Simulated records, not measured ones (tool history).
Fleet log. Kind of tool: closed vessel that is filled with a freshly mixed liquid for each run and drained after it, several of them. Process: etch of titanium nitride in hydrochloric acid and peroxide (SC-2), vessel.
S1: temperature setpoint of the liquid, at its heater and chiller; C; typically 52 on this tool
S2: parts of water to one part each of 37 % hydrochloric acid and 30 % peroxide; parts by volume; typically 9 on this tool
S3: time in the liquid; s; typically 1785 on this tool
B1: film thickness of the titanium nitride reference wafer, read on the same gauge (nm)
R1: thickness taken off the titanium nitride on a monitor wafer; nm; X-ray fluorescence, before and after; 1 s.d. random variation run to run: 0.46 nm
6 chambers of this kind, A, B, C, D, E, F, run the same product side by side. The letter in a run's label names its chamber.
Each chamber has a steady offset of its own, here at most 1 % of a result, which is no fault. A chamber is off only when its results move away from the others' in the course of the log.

run 1F hour=4.1 | S1=52 S2=9 S3=1785 | B1=59.996 | R1=54.607
run 2E hour=9.6 | S1=52 S2=9 S3=1785 | B1=60.003 | R1=55.351
run 3A hour=16.9 | S1=52 S2=9 S3=1785 | B1=59.996 | R1=55.765
run 4C hour=22.1 | S1=52 S2=9 S3=1785 | B1=60.02 | R1=55.646
run 5B hour=27 | S1=52 S2=9 S3=1785 | B1=59.989 | R1=55.133
run 6D hour=33.1 | S1=52 S2=9 S3=1785 | B1=59.997 | R1=55.245
run 7B hour=41.9 | S1=45.5 S2=9 S3=1785 | B1=60.024 | R1=35.687
run 8E hour=49.2 | S1=45.5 S2=9 S3=1785 | B1=60.01 | R1=35.638
run 9A hour=58 | S1=45.5 S2=9 S3=1785 | B1=60.004 | R1=35.519
run 10D hour=64.6 | S1=45.5 S2=9 S3=1785 | B1=59.998 | R1=36.054
run 11C hour=70.4 | S1=45.5 S2=9 S3=1785 | B1=59.996 | R1=35.359
run 12F hour=74.6 | S1=45.5 S2=9 S3=1785 | B1=59.985 | R1=35.397
-- hour=78.2 chamber E: thermometer replaced
run 13A hour=81.8 | S1=52 S2=9 S3=1785 | B1=60.007 | R1=55.177
run 14D hour=89.4 | S1=42.5 S2=9 S3=2545 | B1=59.985 | R1=41.884
run 15E hour=98.7 | S1=42.5 S2=9 S3=2545 | B1=59.993 | R1=41.557
run 16C hour=107.9 | S1=42.5 S2=9 S3=2545 | B1=60.006 | R1=40.691
-- hour=113.5 chamber B: new drum of peroxide connected
run 17F hour=115.9 | S1=42.5 S2=9 S3=2545 | B1=60.001 | R1=41.408
run 18B hour=120.7 | S1=42.5 S2=9 S3=2545 | B1=59.991 | R1=41.781
run 19E hour=126.8 | S1=42.5 S2=9 S3=2545 | B1=59.994 | R1=40.953
run 20B hour=132.2 | S1=52 S2=9 S3=1785 | B1=59.997 | R1=55.016
run 21F hour=138.6 | S1=52 S2=9 S3=1785 | B1=59.984 | R1=55.151
run 22C hour=143.6 | S1=52 S2=9 S3=1785 | B1=59.993 | R1=55.634
run 23A hour=150.3 | S1=52 S2=9 S3=1785 | B1=59.991 | R1=55.253
run 24D hour=155.1 | S1=52 S2=9 S3=1785 | B1=60.003 | R1=54.642
run 25F hour=162.7 | S1=52 S2=9 S3=1785 | B1=59.979 | R1=55.077
run 26C hour=168.2 | S1=52 S2=9 S3=1785 | B1=59.989 | R1=55.503
run 27D hour=172.5 | S1=52 S2=9 S3=1785 | B1=60.011 | R1=55.103
run 28E hour=177.3 | S1=48.5 S2=9 S3=890 | B1=59.992 | R1=21.745
run 29A hour=184.3 | S1=48.5 S2=9 S3=890 | B1=60.003 | R1=21.626
run 30B hour=189.3 | S1=48.5 S2=9 S3=890 | B1=60.003 | R1=21.528
run 31B hour=194.4 | S1=48.5 S2=9 S3=890 | B1=60.004 | R1=21.885
run 32C hour=202.1 | S1=48.5 S2=9 S3=890 | B1=59.991 | R1=21.683
-- hour=206.2 chamber A: thermometer replaced
run 33A hour=208.2 | S1=48.5 S2=9 S3=890 | B1=60.006 | R1=21.813
run 34E hour=215.5 | S1=52 S2=9 S3=1785 | B1=60.004 | R1=55.527
run 35D hour=220.1 | S1=61 S2=5 S3=1785 | B1=59.985 | R1=152.6
run 36F hour=225.9 | S1=61 S2=5 S3=1785 | B1=60.02 | R1=156.56
-- hour=229.5 chamber A: chemicals flow meter replaced
run 37C hour=231.5 | S1=61 S2=5 S3=1785 | B1=59.99 | R1=157.76
run 38B hour=238.2 | S1=61 S2=5 S3=1785 | B1=60.007 | R1=149.22
run 39E hour=245.1 | S1=61 S2=5 S3=1785 | B1=59.985 | R1=153.65
run 40D hour=249.9 | S1=61 S2=5 S3=1785 | B1=60 | R1=155.04
run 41F hour=256.3 | S1=52 S2=9 S3=1785 | B1=60.013 | R1=55.683
run 42A hour=262.9 | S1=52 S2=9 S3=1785 | B1=59.993 | R1=55.309

Next, every chamber runs the same settings. What will each give?
run 43A hour=269.6 | S1=44.5 S2=9 S3=1785 | R1=?
run 43B hour=269.6 | S1=44.5 S2=9 S3=1785 | R1=?
run 43C hour=269.6 | S1=44.5 S2=9 S3=1785 | R1=?
run 43D hour=269.6 | S1=44.5 S2=9 S3=1785 | R1=?
run 43E hour=269.6 | S1=44.5 S2=9 S3=1785 | R1=?
run 43F hour=269.6 | S1=44.5 S2=9 S3=1785 | R1=?

run=43A R1=33.267
run=43B R1=33.16
run=43C R1=33.371
run=43D R1=32.923
run=43E R1=33.593
run=43F R1=33.252

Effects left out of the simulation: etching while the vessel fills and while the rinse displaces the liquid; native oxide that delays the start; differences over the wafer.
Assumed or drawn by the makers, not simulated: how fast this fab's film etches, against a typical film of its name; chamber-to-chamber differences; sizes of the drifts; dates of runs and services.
